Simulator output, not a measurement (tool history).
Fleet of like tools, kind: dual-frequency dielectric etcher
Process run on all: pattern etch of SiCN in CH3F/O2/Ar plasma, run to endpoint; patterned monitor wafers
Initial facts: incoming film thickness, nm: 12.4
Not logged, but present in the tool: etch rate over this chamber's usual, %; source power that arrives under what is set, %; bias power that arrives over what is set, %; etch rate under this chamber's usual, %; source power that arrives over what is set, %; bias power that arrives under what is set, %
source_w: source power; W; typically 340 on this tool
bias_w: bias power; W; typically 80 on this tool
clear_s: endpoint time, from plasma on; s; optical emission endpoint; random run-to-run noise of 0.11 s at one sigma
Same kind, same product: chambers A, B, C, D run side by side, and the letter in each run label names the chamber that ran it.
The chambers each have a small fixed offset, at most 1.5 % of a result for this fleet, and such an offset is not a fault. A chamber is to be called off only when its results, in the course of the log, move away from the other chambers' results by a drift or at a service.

| run | day | source_w | bias_w | hours since the last wet clean | hours since the last source power generator calibration | hours since the last bias power generator calibration | clear_s |
|---|---|---|---|---|---|---|---|
| 1D | 0.112 | 340 | 80 | 323.3 | 1618.5 | 1409.5 | 34.209 |
| 2A | 0.208 | 340 | 80 | 234.1 | 19 | 1625 | 33.875 |
| 3C | 0.312 | 340 | 80 | 476.1 | 2226.9 | 1987.4 | 33.897 |
| 4B | 0.479 | 340 | 80 | 299.7 | 1601.6 | 776.3 | 33.784 |
| 5B | 0.592 | 320 | 95 | 302.4 | 1604.3 | 779 | 32.408 |
| 6A | 0.712 | 320 | 95 | 246.2 | 31.1 | 1637.1 | 32.455 |
| 7C | 0.812 | 320 | 95 | 488.1 | 2238.9 | 1999.4 | 32.582 |
| 8D | 0.967 | 320 | 95 | 343.8 | 1639 | 1430 | 32.761 |
| 9D | 1.138 | 340 | 80 | 347.9 | 1643.1 | 1434.1 | 34.073 |
| 10A | 1.292 | 340 | 80 | 260.1 | 45 | 1651 | 33.786 |
| 11C | 1.462 | 270 | 80 | 503.7 | 2254.5 | 2015 | 37.161 |
| 12B | 1.646 | 270 | 80 | 327.7 | 1629.6 | 804.3 | 37.233 |
| 13B | 1.754 | 270 | 80 | 330.3 | 1632.2 | 806.9 | 37.142 |
| 14D | 1.904 | 270 | 80 | 366.3 | 1661.5 | 1452.5 | 37.125 |
| 15A | 1.992 | 340 | 80 | 276.9 | 61.8 | 1667.8 | 33.99 |
|  | 2.142 | chamber D: wet clean of the chamber |
| 16C | 2.175 | 340 | 80 | 520.8 | 2271.6 | 2032.1 | 34.016 |
| 17B | 2.271 | 340 | 80 | 342.7 | 1644.6 | 819.3 | 34.659 |
| 18C | 2.358 | 380 | 80 | 525.2 | 2276 | 2036.5 | 32.559 |
| 19A | 2.496 | 380 | 80 | 289 | 73.9 | 1679.9 | 32.557 |
| 20D | 2.604 | 380 | 80 | 11.1 | 1678.3 | 1469.3 | 32.813 |
| 21D | 2.733 | 380 | 80 | 14.2 | 1681.4 | 1472.4 | 32.944 |
| 22C | 2.871 | 340 | 80 | 537.5 | 2288.3 | 2048.8 | 33.725 |
| 23B | 3.021 | 340 | 80 | 360.7 | 1662.6 | 837.3 | 34.987 |
| 24A | 3.204 | 340 | 80 | 306 | 90.9 | 1696.9 | 33.856 |

One chamber off, gauge drift, or nothing amiss beyond the chambers' own small offsets? If it is a chamber, which one, and what is the likeliest cause?

Little by little, chamber B moves away from the other chambers.
Cause: etch rate under this chamber's usual, % = 3.94.

Below are 4 candidate recipes for chamber B's next run, each the usual settings with a change, their results shown as question marks. Which of them brings B's results back in line with what the other chambers give on the usual settings?
Allowed miss from the other chambers' usual-settings mean, per result, to count as in line: clear_s 0.39 s
| 25B-1 | 3.342 | 350 | 84 |  |  |  | ? |
| 25B-2 | 3.342 | 340 | 79 |  |  |  | ? |
| 25B-3 | 3.342 | 340 | 81 |  |  |  | ? |
| 25B-4 | 3.342 | 340 | 74 |  |  |  | ? |

Other chambers, usual settings, mean: clear_s 34.028 s
| run | clear_s |
|---|---|
| 25B-1 | 34.053 |
| 25B-2 | 35.198 |
| 25B-3 | 34.88 |
| 25B-4 | 36.036 |
25B-1 is the one that brings the chamber's results back in line with the other chambers.
